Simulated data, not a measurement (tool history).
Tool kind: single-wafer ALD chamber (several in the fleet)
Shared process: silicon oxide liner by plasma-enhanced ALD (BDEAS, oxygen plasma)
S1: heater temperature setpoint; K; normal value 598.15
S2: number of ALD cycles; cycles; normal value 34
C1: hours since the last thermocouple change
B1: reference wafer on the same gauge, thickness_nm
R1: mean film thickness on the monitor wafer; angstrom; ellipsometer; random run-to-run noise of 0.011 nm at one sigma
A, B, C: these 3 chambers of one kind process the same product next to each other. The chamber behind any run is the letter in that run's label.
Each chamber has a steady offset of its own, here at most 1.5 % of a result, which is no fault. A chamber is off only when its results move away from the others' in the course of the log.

Run 1C, hour 2.5: usual settings; C1 709.3; B1 3.5591. Result: R1 30.463 angstrom.
Run 2A, hour 4.5: usual settings; C1 52.2; B1 3.5577. Result: R1 30.106 angstrom.
Run 3B, hour 7.0: usual settings; C1 2741.8; B1 3.5601. Result: R1 30.953 angstrom.
Run 4C, hour 11.1: usual settings; C1 717.9; B1 3.5592. Result: R1 30.487 angstrom.
Run 5A, hour 13.0: usual settings but S2 36 cycles; C1 60.7; B1 3.5571. Result: R1 32.251 angstrom.
Run 6B, hour 15.0: usual settings but S2 36 cycles; C1 2749.8; B1 3.5636. Result: R1 32.871 angstrom.
Run 7A, hour 17.1: usual settings but S2 36 cycles; C1 64.8; B1 3.5553. Result: R1 32.126 angstrom.
Run 8B, hour 20.5: usual settings; C1 2755.3; B1 3.5598. Result: R1 30.705 angstrom.
Run 9C, hour 24.5: usual settings; C1 731.3; B1 3.5595. Result: R1 30.448 angstrom.
Run 10A, hour 26.7: usual settings; C1 74.4; B1 3.5582. Result: R1 30.337 angstrom.
Run 11B, hour 30.2: usual settings; C1 2765.0; B1 3.5630. Result: R1 31.088 angstrom.
Run 12C, hour 33.3: usual settings but S2 32 cycles; C1 740.1; B1 3.5583. Result: R1 28.721 angstrom.
Run 13B, hour 37.1: usual settings but S2 32 cycles; C1 2771.9; B1 3.5616. Result: R1 28.886 angstrom.
Run 14A, hour 40.6: usual settings but S2 32 cycles; C1 88.3; B1 3.5588. Result: R1 28.538 angstrom.
Run 15C, hour 42.8: usual settings; C1 749.6; B1 3.5574. Result: R1 30.615 angstrom.
Run 16B, hour 45.6: usual settings; C1 2780.4; B1 3.5594. Result: R1 30.786 angstrom.
Run 17A, hour 48.0: usual settings; C1 95.7; B1 3.5575. Result: R1 30.427 angstrom.
Run 18C, hour 50.4: usual settings; C1 757.2; B1 3.5626. Result: R1 30.689 angstrom.
Run 19C, hour 53.2: usual settings; C1 760.0; B1 3.5609. Result: R1 30.504 angstrom.
Run 20B, hour 55.1: usual settings but S2 41 cycles; C1 2789.9; B1 3.5606. Result: R1 37.322 angstrom.
At hour 57.7: chamber B: thermocouple changed; heater temperature recalibrated.
Run 21A, hour 58.0: usual settings but S2 41 cycles; C1 105.7; B1 3.5600. Result: R1 36.538 angstrom.
Run 22B, hour 60.5: usual settings but S2 41 cycles; C1 2.9; B1 3.5591. Result: R1 37.028 angstrom.
Run 23C, hour 63.3: usual settings; C1 770.1; B1 3.5566. Result: R1 30.466 angstrom.
Run 24A, hour 65.2: usual settings but S1 590.15 K, S2 37 cycles; C1 112.9; B1 3.5617. Result: R1 33.361 angstrom.

Which is it: a chamber that has drifted or been left off by a service, a gauge drift common to all chambers, or only each chamber's usual small offset? If a chamber is off, name it and its likeliest cause.

Neither any chamber nor the gauge drifts; the chambers differ only by their own small, steady offsets.

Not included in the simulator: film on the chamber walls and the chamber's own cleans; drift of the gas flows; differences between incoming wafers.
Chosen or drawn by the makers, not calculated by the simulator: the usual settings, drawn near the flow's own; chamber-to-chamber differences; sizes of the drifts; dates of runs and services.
